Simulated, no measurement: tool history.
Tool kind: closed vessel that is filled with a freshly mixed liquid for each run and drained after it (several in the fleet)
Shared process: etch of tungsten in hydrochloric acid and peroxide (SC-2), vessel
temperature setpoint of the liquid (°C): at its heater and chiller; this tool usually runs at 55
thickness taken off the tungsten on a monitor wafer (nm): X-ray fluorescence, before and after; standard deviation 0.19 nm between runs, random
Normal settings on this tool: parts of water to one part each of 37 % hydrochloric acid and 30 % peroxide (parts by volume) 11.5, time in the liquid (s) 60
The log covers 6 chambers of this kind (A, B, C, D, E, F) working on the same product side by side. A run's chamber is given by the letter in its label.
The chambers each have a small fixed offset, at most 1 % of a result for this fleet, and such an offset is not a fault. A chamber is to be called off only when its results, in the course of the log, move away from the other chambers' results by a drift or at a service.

run,hour,temperature setpoint of the liquid (°C),parts of water to one part each of 37 % hydrochloric acid and 30 % peroxide (parts by volume),time in the liquid (s),hours since the thermometer was replaced,hours since the chemicals flow meter was replaced,hours since the drum of peroxide was connected,"read-back film thickness of the tungsten reference wafer, read on the same gauge (nm)",thickness taken off the tungsten on a monitor wafer (nm)
# hour 9.6: chamber C: chemicals flow meter replaced
1D,10.5,55,11.5,60,1541.2,230.9,410.6,50.007,20.129
2B,18.4,55,11.5,60,2340.3,1851.7,111.7,50.007,20.112
3C,28.1,55,11.5,60,1042,18.5,473.7,49.988,20.626
4A,36.5,55,11.5,60,1161.7,617.7,65.6,50.001,20.246
5E,43.4,55,11.5,60,2004.9,1106.7,525.5,49.969,20
6F,49.7,55,6.5,45,1979.7,987.5,422.2,50.036,24.159
7D,60.3,55,6.5,45,1591,280.7,460.4,49.998,24.118
8C,71.2,55,6.5,45,1085.1,61.6,516.8,49.978,23.765
9A,77.6,55,6.5,45,1202.8,658.8,106.7,50.002,24.382
10E,89.3,55,6.5,45,2050.8,1152.6,571.4,49.989,24.5
11F,99.2,55,6.5,45,2029.2,1037,471.7,49.994,23.742
12B,104.9,55,11.5,60,2426.8,1938.2,198.2,50.021,20.221
13D,113.3,55,11.5,60,1644,333.7,513.4,50.024,20.12
14C,119.8,55,11.5,60,1133.7,110.2,565.4,49.976,20.432
15F,125.3,55,11.5,60,2055.3,1063.1,497.8,49.993,20.282
# hour 130.3: chamber F: new drum of peroxide connected
16B,132.8,55,11.5,60,2454.7,1966.1,226.1,49.983,19.941
17E,142.2,55,11.5,60,2103.7,1205.5,624.3,50.016,20.048
18A,153.8,55,11.5,60,1279,735,182.9,50.004,20.184
19B,163.4,55,11.5,60,2485.3,1996.7,256.7,50.029,19.954
20A,169.9,55,11.5,60,1295.1,751.1,199,50.005,20.562
21D,182.1,55,11.5,60,1712.8,402.5,582.2,50.015,20.079
# hour 184.4: chamber E: chemicals flow meter replaced
22C,187.7,55,11.5,60,1201.6,178.1,633.3,50.01,20.307
23E,198.8,55,11.5,60,2160.3,14.4,680.9,49.996,20.033
24F,210.4,64,11.5,60,2140.4,1148.2,80.1,50.006,34.061
25E,219,64,11.5,60,2180.5,34.6,701.1,50.026,35.295
26C,229.5,64,11.5,60,1243.4,219.9,675.1,49.959,36.095
27D,238,64,11.5,60,1768.7,458.4,638.1,50.028,34.899
28B,248.5,64,11.5,60,2570.4,2081.8,341.8,49.995,35.249
29F,255.2,64,11.5,60,2185.2,1193,124.9,49.995,33.564
30A,266.9,55,11.5,60,1392.1,848.1,296,49.982,20.099
# hour 274.9: chamber B: new drum of peroxide connected
31A,276.3,55,11.5,60,1401.5,857.5,305.4,50.019,20.129
# hour 281.1: chamber B: chemicals flow meter replaced
32E,282.1,55,11.5,60,2243.6,97.7,764.2,49.96,20.232
33F,287.9,55,11.5,60,2217.9,1225.7,157.6,49.988,19.228
34C,299.3,55,11.5,60,1313.2,289.7,744.9,49.991,20.101
35B,310.3,55,11.5,60,2632.2,29.2,35.4,50.039,20.059
36D,317.7,55,11.5,60,1848.4,538.1,717.8,50.021,19.805
37E,329.1,55,11.5,60,2290.6,144.7,811.2,49.978,20.36
38B,335.3,55,11.5,60,2657.2,54.2,60.4,49.988,19.991
39D,341.8,55,11.5,60,1872.5,562.2,741.9,50.015,19.962
40F,347.6,55,11.5,60,2277.6,1285.4,217.3,50.031,19.239
# hour 354.5: chamber C: new drum of peroxide connected
41C,355,55,11.5,60,1368.9,345.4,0.5,50.033,20.595
42A,364.8,55,11.5,60,1490,946,393.9,49.987,20.51
43E,370.5,55,6,85,2332,186.1,852.6,49.983,49.579
44C,380.1,55,6,85,1394,370.5,25.6,50.026,48.727

Next, all 6 chambers run the settings below, one line each with question marks for the results. What does each chamber give?
45A,389,55,11.5,60,,,,,?
45B,389,55,11.5,60,,,,,?
45C,389,55,11.5,60,,,,,?
45D,389,55,11.5,60,,,,,?
45E,389,55,11.5,60,,,,,?
45F,389,55,11.5,60,,,,,?

run,thickness taken off the tungsten on a monitor wafer (nm)
45A,20.236
45B,20.261
45C,20.074
45D,20.189
45E,19.982
45F,19.275
